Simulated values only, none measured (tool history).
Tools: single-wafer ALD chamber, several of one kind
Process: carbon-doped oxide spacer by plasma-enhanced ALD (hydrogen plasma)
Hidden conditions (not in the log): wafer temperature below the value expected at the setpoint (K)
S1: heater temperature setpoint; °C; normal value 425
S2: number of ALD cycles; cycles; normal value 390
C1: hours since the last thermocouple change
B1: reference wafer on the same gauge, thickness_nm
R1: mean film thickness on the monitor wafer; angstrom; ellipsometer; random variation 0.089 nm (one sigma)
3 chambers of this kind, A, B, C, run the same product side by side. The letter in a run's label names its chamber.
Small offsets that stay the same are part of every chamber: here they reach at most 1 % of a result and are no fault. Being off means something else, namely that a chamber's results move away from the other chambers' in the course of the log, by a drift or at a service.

| run | hour | S1 | S2 | C1 | B1 | R1 |
|---|---|---|---|---|---|---|
| 1B | 3.9 | 425 | 390 | 845.4 | 16.714 | 181.86 |
| 2A | 12.1 | 425 | 390 | 144 | 16.68 | 178.27 |
| 3C | 19.8 | 425 | 390 | 1048.4 | 16.689 | 179.37 |
| 4C | 27.5 | 425 | 390 | 1056.1 | 16.712 | 178.62 |
| 5B | 34.5 | 425 | 390 | 876 | 16.696 | 179.67 |
| 6A | 41.6 | 425 | 390 | 173.5 | 16.694 | 181.55 |
| 7C | 47.5 | 425 | 390 | 1076.1 | 16.685 | 178.98 |
| 8B | 54.4 | 425 | 390 | 895.9 | 16.696 | 180.92 |
| 9A | 60.2 | 425 | 390 | 192.1 | 16.702 | 180.38 |
| 10A | 69.1 | 417 | 390 | 201 | 16.717 | 183.88 |
| 11C | 74.6 | 417 | 390 | 1103.2 | 16.707 | 183.6 |
| 12B | 82 | 417 | 390 | 923.5 | 16.7 | 187.51 |
| 13A | 86.6 | 425 | 390 | 218.5 | 16.733 | 181.18 |
| 14B | 91.9 | 425 | 390 | 933.4 | 16.718 | 181.23 |
| 15C | 96.6 | 425 | 390 | 1125.2 | 16.714 | 178.81 |
|  | 104.8 | chamber B: thermocouple changed; heater temperature recalibrated |
| 16C | 105.2 | 425 | 390 | 1133.8 | 16.709 | 178.58 |
| 17A | 110.4 | 425 | 390 | 242.3 | 16.703 | 180.54 |
| 18B | 117.2 | 425 | 390 | 12.4 | 16.685 | 181.74 |
| 19B | 121.3 | 425 | 390 | 16.5 | 16.693 | 180.46 |
| 20A | 126.8 | 425 | 390 | 258.7 | 16.686 | 180.07 |
| 21C | 134 | 425 | 390 | 1162.6 | 16.717 | 179.18 |
| 22C | 139.7 | 433 | 390 | 1168.3 | 16.711 | 174.83 |
| 23B | 144.4 | 433 | 390 | 39.6 | 16.715 | 176.92 |
| 24A | 152.1 | 433 | 390 | 284 | 16.682 | 175.19 |
| 25C | 160 | 425 | 390 | 1188.6 | 16.678 | 178.85 |
| 26B | 164.5 | 425 | 390 | 59.7 | 16.706 | 182.11 |
| 27A | 173.3 | 425 | 390 | 305.2 | 16.697 | 177.89 |
| 28B | 177.3 | 425 | 390 | 72.5 | 16.716 | 182.37 |
| 29A | 183.4 | 425 | 390 | 315.3 | 16.702 | 179.74 |
| 30C | 190.7 | 425 | 390 | 1219.3 | 16.694 | 179.67 |
| 31C | 199.4 | 429 | 390 | 1228 | 16.686 | 174.91 |
| 32A | 207.5 | 429 | 390 | 339.4 | 16.696 | 177.55 |
| 33B | 212.7 | 429 | 390 | 107.9 | 16.692 | 179.37 |
| 34B | 216.7 | 425 | 390 | 111.9 | 16.708 | 180.05 |
| 35A | 221.4 | 425 | 390 | 353.3 | 16.69 | 179.07 |
| 36C | 230 | 425 | 390 | 1258.6 | 16.7 | 180.04 |
| 37A | 234.4 | 425 | 390 | 366.3 | 16.721 | 179.3 |
| 38C | 241.8 | 425 | 390 | 1270.4 | 16.7 | 179.11 |

Next, all 3 chambers run the settings below, one line each with question marks for the results. What does each chamber give?
| 39A | 248.2 | 425 | 390 |  |  | ? |
| 39B | 248.2 | 425 | 390 |  |  | ? |
| 39C | 248.2 | 425 | 390 |  |  | ? |

| run | R1 |
|---|---|
| 39A | 180.34 |
| 39B | 180.86 |
| 39C | 179.2 |

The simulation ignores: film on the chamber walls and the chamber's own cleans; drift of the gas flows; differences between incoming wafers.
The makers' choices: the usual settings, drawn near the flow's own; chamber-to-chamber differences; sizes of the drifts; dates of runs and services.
